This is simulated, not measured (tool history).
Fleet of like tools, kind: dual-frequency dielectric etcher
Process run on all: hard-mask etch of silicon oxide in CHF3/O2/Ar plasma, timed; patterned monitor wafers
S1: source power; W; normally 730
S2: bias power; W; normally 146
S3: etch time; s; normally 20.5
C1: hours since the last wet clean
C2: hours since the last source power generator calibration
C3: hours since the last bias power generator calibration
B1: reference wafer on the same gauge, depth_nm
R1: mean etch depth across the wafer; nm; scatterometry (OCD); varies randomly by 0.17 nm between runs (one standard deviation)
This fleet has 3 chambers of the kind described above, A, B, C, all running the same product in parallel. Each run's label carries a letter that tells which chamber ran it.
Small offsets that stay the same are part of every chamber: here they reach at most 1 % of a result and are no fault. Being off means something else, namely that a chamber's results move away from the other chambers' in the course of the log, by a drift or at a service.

| run | hour | S1 | S2 | S3 | C1 | C2 | C3 | B1 | R1 |
|---|---|---|---|---|---|---|---|---|---|
|  | 1.6 | chamber A: wet clean of the chamber |
| 1A | 3.1 | 730 | 146 | 20.5 | 1.6 | 713.6 | 1630.3 | 32.659 | 40.927 |
| 2B | 7.6 | 730 | 146 | 20.5 | 225.9 | 420.8 | 1101.3 | 32.718 | 40.513 |
| 3C | 11.5 | 730 | 146 | 20.5 | 574.9 | 2423.7 | 3921.3 | 32.699 | 40.769 |
| 4B | 16 | 730 | 146 | 20.5 | 234.3 | 429.2 | 1109.7 | 32.71 | 40.307 |
| 5A | 19.7 | 730 | 146 | 20.5 | 18.2 | 730.2 | 1646.9 | 32.671 | 41.267 |
| 6C | 22.8 | 730 | 162 | 24.5 | 586.2 | 2435 | 3932.6 | 32.673 | 50.238 |
| 7A | 25.9 | 730 | 162 | 24.5 | 24.4 | 736.4 | 1653.1 | 32.704 | 50.718 |
| 8B | 30.3 | 730 | 162 | 24.5 | 248.6 | 443.5 | 1124 | 32.701 | 50.226 |
| 9C | 34.2 | 730 | 146 | 20.5 | 597.6 | 2446.4 | 3944 | 32.698 | 40.666 |
| 10A | 38.5 | 830 | 146 | 15.5 | 37 | 749 | 1665.7 | 32.697 | 32.725 |
| 11B | 43.2 | 830 | 146 | 15.5 | 261.5 | 456.4 | 1136.9 | 32.702 | 32.096 |
| 12C | 45.9 | 830 | 146 | 15.5 | 609.3 | 2458.1 | 3955.7 | 32.702 | 32.714 |
| 13A | 48.6 | 730 | 146 | 20.5 | 47.1 | 759.1 | 1675.8 | 32.691 | 41.051 |
| 14C | 52.8 | 730 | 146 | 20.5 | 616.2 | 2465 | 3962.6 | 32.706 | 40.707 |
| 15B | 58 | 730 | 146 | 20.5 | 276.3 | 471.2 | 1151.7 | 32.689 | 40.742 |
| 16C | 60.9 | 730 | 146 | 20.5 | 624.3 | 2473.1 | 3970.7 | 32.735 | 40.774 |
| 17B | 64.4 | 730 | 146 | 20.5 | 282.7 | 477.6 | 1158.1 | 32.697 | 40.713 |
| 18A | 67.4 | 730 | 146 | 20.5 | 65.9 | 777.9 | 1694.6 | 32.677 | 41.082 |
| 19A | 70.6 | 730 | 146 | 20.5 | 69.1 | 781.1 | 1697.8 | 32.673 | 41.304 |
|  | 70.7 | chamber C: wet clean of the chamber |
| 20C | 75.8 | 680 | 176 | 20.5 | 5.1 | 2488 | 3985.6 | 32.702 | 43.784 |
| 21B | 81.1 | 680 | 176 | 20.5 | 299.4 | 494.3 | 1174.8 | 32.691 | 41.811 |
| 22B | 86.7 | 680 | 176 | 20.5 | 305 | 499.9 | 1180.4 | 32.701 | 41.698 |
| 23A | 90.8 | 730 | 146 | 20.5 | 89.3 | 801.3 | 1718 | 32.669 | 41.113 |
| 24C | 96.1 | 730 | 131 | 16.5 | 25.4 | 2508.3 | 4005.9 | 32.682 | 33.158 |
| 25A | 101.4 | 730 | 131 | 16.5 | 99.9 | 811.9 | 1728.6 | 32.698 | 31.973 |
| 26B | 106.5 | 730 | 131 | 16.5 | 324.8 | 519.7 | 1200.2 | 32.695 | 31.451 |
| 27C | 110.8 | 730 | 146 | 20.5 | 40.1 | 2523 | 4020.6 | 32.729 | 42.665 |
| 28C | 114.7 | 730 | 146 | 20.5 | 44 | 2526.9 | 4024.5 | 32.702 | 42.177 |
| 29B | 118.8 | 730 | 146 | 20.5 | 337.1 | 532 | 1212.5 | 32.717 | 40.512 |
| 30A | 124 | 730 | 146 | 20.5 | 122.5 | 834.5 | 1751.2 | 32.676 | 41.386 |
| 31A | 129.6 | 730 | 146 | 20.5 | 128.1 | 840.1 | 1756.8 | 32.694 | 41.295 |
| 32B | 134.4 | 730 | 146 | 20.5 | 352.7 | 547.6 | 1228.1 | 32.678 | 40.471 |
| 33C | 139.3 | 730 | 146 | 20.5 | 68.6 | 2551.5 | 4049.1 | 32.7 | 42.346 |
| 34A | 143.3 | 730 | 146 | 20.5 | 141.8 | 853.8 | 1770.5 | 32.669 | 41.531 |
| 35C | 146.4 | 830 | 113 | 20.5 | 75.7 | 2558.6 | 4056.2 | 32.715 | 41.79 |

One chamber off, gauge drift, or nothing amiss beyond the chambers' own small offsets? If it is a chamber, which one, and what is the likeliest cause?

A service on chamber C put it out of line with the rest.
Most likely cause: etch rate over this chamber's usual, % = 4.72.

Here are 4 candidates for chamber C's next run, each the usual settings with a change, their results left as question marks. Which one brings its results back in line with what the others give on the usual settings?
Counts as in line when no further than this from what the other chambers average on the usual settings: R1 0.61 nm
| 36C-1 | 150.7 | 730 | 153 | 20.5 |  |  |  |  | ? |
| 36C-2 | 150.7 | 710 | 143 | 20.5 |  |  |  |  | ? |
| 36C-3 | 150.7 | 650 | 146 | 20.5 |  |  |  |  | ? |
| 36C-4 | 150.7 | 780 | 154 | 20.5 |  |  |  |  | ? |

The other chambers' mean on the usual settings: R1 40.854 nm
| run | R1 |
|---|---|
| 36C-1 | 43.145 |
| 36C-2 | 41.781 |
| 36C-3 | 40.616 |
| 36C-4 | 44.373 |
36C-3 is the one that brings the chamber's results back in line with the other chambers.

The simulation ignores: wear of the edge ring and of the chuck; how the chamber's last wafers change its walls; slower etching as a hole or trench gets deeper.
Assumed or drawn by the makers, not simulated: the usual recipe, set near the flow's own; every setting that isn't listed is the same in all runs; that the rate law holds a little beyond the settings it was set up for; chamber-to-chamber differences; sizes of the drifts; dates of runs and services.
